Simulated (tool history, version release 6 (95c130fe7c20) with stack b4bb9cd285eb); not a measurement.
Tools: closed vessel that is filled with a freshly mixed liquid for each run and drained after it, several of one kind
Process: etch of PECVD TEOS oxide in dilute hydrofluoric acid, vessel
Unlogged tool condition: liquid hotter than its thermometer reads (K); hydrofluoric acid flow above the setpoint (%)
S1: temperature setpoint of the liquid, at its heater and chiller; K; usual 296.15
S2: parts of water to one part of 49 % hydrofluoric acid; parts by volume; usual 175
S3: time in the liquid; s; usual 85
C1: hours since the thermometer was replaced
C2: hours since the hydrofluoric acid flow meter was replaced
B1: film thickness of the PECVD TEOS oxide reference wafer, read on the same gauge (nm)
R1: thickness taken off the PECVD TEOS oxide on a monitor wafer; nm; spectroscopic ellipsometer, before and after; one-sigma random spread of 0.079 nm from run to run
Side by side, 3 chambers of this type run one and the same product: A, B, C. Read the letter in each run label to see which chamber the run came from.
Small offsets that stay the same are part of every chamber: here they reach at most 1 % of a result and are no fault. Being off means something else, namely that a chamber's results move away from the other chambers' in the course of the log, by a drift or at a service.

run    day      S1   S2  S3      C1      C2      B1      R1
 1A  0.421  296.15  175  85  1700.3    11.4  149.99  10.913
 2C  0.908  296.15  175  85   501.2  1120.6     150  10.895
 3B  1.412  296.15  175  85   218.2     469     150  10.841
 4A  1.696  296.15  175  85  1730.9      42  149.99   10.98
 5B  2.008  293.65  175  85   232.5   483.3  150.01  9.8314
 6C  2.325  293.65  175  85   535.2  1154.6     150  9.9166
 7C  2.817  293.65  175  85     547  1166.4  149.99  9.9385
 8A    3.2  296.15  175  85    1767    78.1  150.01  11.082
 9B  3.658  296.15  175  85   272.1   522.9  149.99  10.738
10C  4.162  296.15  175  85   579.3  1198.7     150  10.989
11A  4.604  296.15  175  85  1800.7   111.8     150  10.928
12B  4.925  296.15  175  85   302.5   553.3     150  10.923
13B  5.433  296.15  175  85   314.7   565.5  150.01  11.084
14C  5.729  296.15  175  85   616.9  1236.3     150  10.948
15A  5.992  296.15  175  85    1834   145.1  149.99  10.916
16B  6.317  296.15  175  85   335.9   586.7  149.98  11.187
17C  6.779  296.15  175  85   642.1  1261.5     150  10.808
18A  7.267  296.15  175  85  1864.6   175.7  150.01  10.945
19C  7.496  296.15  175  85   659.3  1278.7  150.01  10.924
20B  7.958  296.15  175  85   375.3   626.1     150  11.118
21A  8.225  296.15  175  85  1887.6   198.7  149.98  11.112
22C  8.671  296.15  175  85   687.5  1306.9     150  10.892

The same settings go to every chamber for the next run, one line per chamber below. Forecast the results for each:
23A  9.038  296.15  175  85               ?
23B  9.038  296.15  175  85               ?
23C  9.038  296.15  175  85               ?

run      R1
23A  10.941
23B  11.275
23C  10.807
